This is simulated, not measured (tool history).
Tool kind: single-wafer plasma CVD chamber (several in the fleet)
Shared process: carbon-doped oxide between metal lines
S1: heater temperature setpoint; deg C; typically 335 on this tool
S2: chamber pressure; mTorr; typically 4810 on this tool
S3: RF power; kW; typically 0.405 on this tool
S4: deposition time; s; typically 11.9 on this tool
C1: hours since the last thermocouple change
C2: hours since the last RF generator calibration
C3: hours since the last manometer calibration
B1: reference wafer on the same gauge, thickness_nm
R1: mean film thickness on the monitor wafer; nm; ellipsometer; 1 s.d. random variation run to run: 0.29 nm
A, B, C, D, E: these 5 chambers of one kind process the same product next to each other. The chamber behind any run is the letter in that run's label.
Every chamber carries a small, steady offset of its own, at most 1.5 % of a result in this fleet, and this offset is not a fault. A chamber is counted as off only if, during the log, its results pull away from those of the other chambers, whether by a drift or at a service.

-- hour=4.3 chamber A: thermocouple changed; heater temperature recalibrated
run 1B hour=7.1 | S1=335 S2=4810 S3=0.405 S4=11.9 | C1=2040.1 C2=266.3 C3=795.3 | B1=61.356 | R1=55.585
run 2A hour=10.8 | S1=335 S2=4810 S3=0.405 S4=11.9 | C1=6.5 C2=1848.4 C3=1946.1 | B1=61.277 | R1=55.416
run 3C hour=17.4 | S1=335 S2=4810 S3=0.405 S4=11.9 | C1=126.4 C2=486.1 C3=243.7 | B1=61.259 | R1=55.093
run 4D hour=25.7 | S1=335 S2=4810 S3=0.405 S4=11.9 | C1=1508 C2=426 C3=1363.1 | B1=61.303 | R1=55.94
run 5E hour=32.4 | S1=335 S2=4810 S3=0.405 S4=11.9 | C1=517.6 C2=330.9 C3=921.8 | B1=61.289 | R1=55.58
run 6D hour=36.3 | S1=335 S2=4810 S3=0.405 S4=11.9 | C1=1518.6 C2=436.6 C3=1373.7 | B1=61.356 | R1=56.437
run 7B hour=42.7 | S1=335 S2=4810 S3=0.405 S4=11.9 | C1=2075.7 C2=301.9 C3=830.9 | B1=61.323 | R1=56.209
run 8A hour=46.6 | S1=335 S2=4810 S3=0.405 S4=11.9 | C1=42.3 C2=1884.2 C3=1981.9 | B1=61.3 | R1=55.536
run 9E hour=52.7 | S1=335 S2=4030 S3=0.405 S4=13.9 | C1=537.9 C2=351.2 C3=942.1 | B1=61.321 | R1=62.663
run 10C hour=59.1 | S1=335 S2=4030 S3=0.405 S4=13.9 | C1=168.1 C2=527.8 C3=285.4 | B1=61.347 | R1=63.113
run 11D hour=64.5 | S1=335 S2=4030 S3=0.405 S4=13.9 | C1=1546.8 C2=464.8 C3=1401.9 | B1=61.317 | R1=63.994
run 12A hour=72.3 | S1=335 S2=4030 S3=0.405 S4=13.9 | C1=68 C2=1909.9 C3=2007.6 | B1=61.313 | R1=62.844
run 13C hour=78.8 | S1=335 S2=4030 S3=0.405 S4=13.9 | C1=187.8 C2=547.5 C3=305.1 | B1=61.307 | R1=63.611
run 14E hour=86.7 | S1=328 S2=4810 S3=0.405 S4=10.6 | C1=571.9 C2=385.2 C3=976.1 | B1=61.327 | R1=50.535
run 15B hour=93.2 | S1=328 S2=4810 S3=0.405 S4=10.6 | C1=2126.2 C2=352.4 C3=881.4 | B1=61.349 | R1=50.815
run 16B hour=98.6 | S1=328 S2=4810 S3=0.405 S4=10.6 | C1=2131.6 C2=357.8 C3=886.8 | B1=61.251 | R1=51.541
run 17E hour=105.5 | S1=328 S2=4810 S3=0.405 S4=10.6 | C1=590.7 C2=404 C3=994.9 | B1=61.275 | R1=50.357
run 18A hour=111.9 | S1=328 S2=4810 S3=0.405 S4=10.6 | C1=107.6 C2=1949.5 C3=2047.2 | B1=61.396 | R1=50.869
run 19C hour=118.1 | S1=335 S2=4810 S3=0.405 S4=11.9 | C1=227.1 C2=586.8 C3=344.4 | B1=61.274 | R1=54.85
run 20D hour=122 | S1=335 S2=4810 S3=0.405 S4=9.6 | C1=1604.3 C2=522.3 C3=1459.4 | B1=61.323 | R1=45.038
run 21C hour=129 | S1=335 S2=4810 S3=0.405 S4=9.6 | C1=238 C2=597.7 C3=355.3 | B1=61.283 | R1=44.982
run 22A hour=134.6 | S1=335 S2=4810 S3=0.405 S4=9.6 | C1=130.3 C2=1972.2 C3=2069.9 | B1=61.259 | R1=45.281
run 23D hour=139.4 | S1=335 S2=4810 S3=0.405 S4=9.6 | C1=1621.7 C2=539.7 C3=1476.8 | B1=61.369 | R1=44.484
run 24E hour=146.9 | S1=335 S2=4810 S3=0.405 S4=9.6 | C1=632.1 C2=445.4 C3=1036.3 | B1=61.294 | R1=44.935
run 25B hour=152.5 | S1=335 S2=4810 S3=0.405 S4=11.9 | C1=2185.5 C2=411.7 C3=940.7 | B1=61.271 | R1=55.858
run 26D hour=159.7 | S1=335 S2=4810 S3=0.405 S4=11.9 | C1=1642 C2=560 C3=1497.1 | B1=61.311 | R1=55.165
run 27E hour=164.4 | S1=335 S2=4810 S3=0.405 S4=11.9 | C1=649.6 C2=462.9 C3=1053.8 | B1=61.333 | R1=55.102
run 28B hour=169.9 | S1=335 S2=4810 S3=0.405 S4=11.9 | C1=2202.9 C2=429.1 C3=958.1 | B1=61.351 | R1=55.754
run 29C hour=178.1 | S1=335 S2=4810 S3=0.405 S4=11.9 | C1=287.1 C2=646.8 C3=404.4 | B1=61.253 | R1=55.202
run 30A hour=184.6 | S1=335 S2=4810 S3=0.405 S4=11.9 | C1=180.3 C2=2022.2 C3=2119.9 | B1=61.313 | R1=55.749
run 31B hour=190.5 | S1=335 S2=4810 S3=0.405 S4=11.9 | C1=2223.5 C2=449.7 C3=978.7 | B1=61.275 | R1=56.159
run 32A hour=198 | S1=335 S2=4810 S3=0.405 S4=11.9 | C1=193.7 C2=2035.6 C3=2133.3 | B1=61.269 | R1=55.609
run 33C hour=205.9 | S1=322 S2=5410 S3=0.405 S4=11.9 | C1=314.9 C2=674.6 C3=432.2 | B1=61.361 | R1=58.891
run 34D hour=213.7 | S1=322 S2=5410 S3=0.405 S4=11.9 | C1=1696 C2=614 C3=1551.1 | B1=61.311 | R1=57.358
run 35E hour=217.8 | S1=322 S2=5410 S3=0.405 S4=11.9 | C1=703 C2=516.3 C3=1107.2 | B1=61.288 | R1=59.096

Next, all 5 chambers run the settings below, one line each with question marks for the results. What does each chamber give?
run 36A hour=223.8 | S1=335 S2=4810 S3=0.405 S4=11.9 | R1=?
run 36B hour=223.8 | S1=335 S2=4810 S3=0.405 S4=11.9 | R1=?
run 36C hour=223.8 | S1=335 S2=4810 S3=0.405 S4=11.9 | R1=?
run 36D hour=223.8 | S1=335 S2=4810 S3=0.405 S4=11.9 | R1=?
run 36E hour=223.8 | S1=335 S2=4810 S3=0.405 S4=11.9 | R1=?

run=36A R1=55.308
run=36B R1=56.092
run=36C R1=56.08
run=36D R1=53.338
run=36E R1=55.355
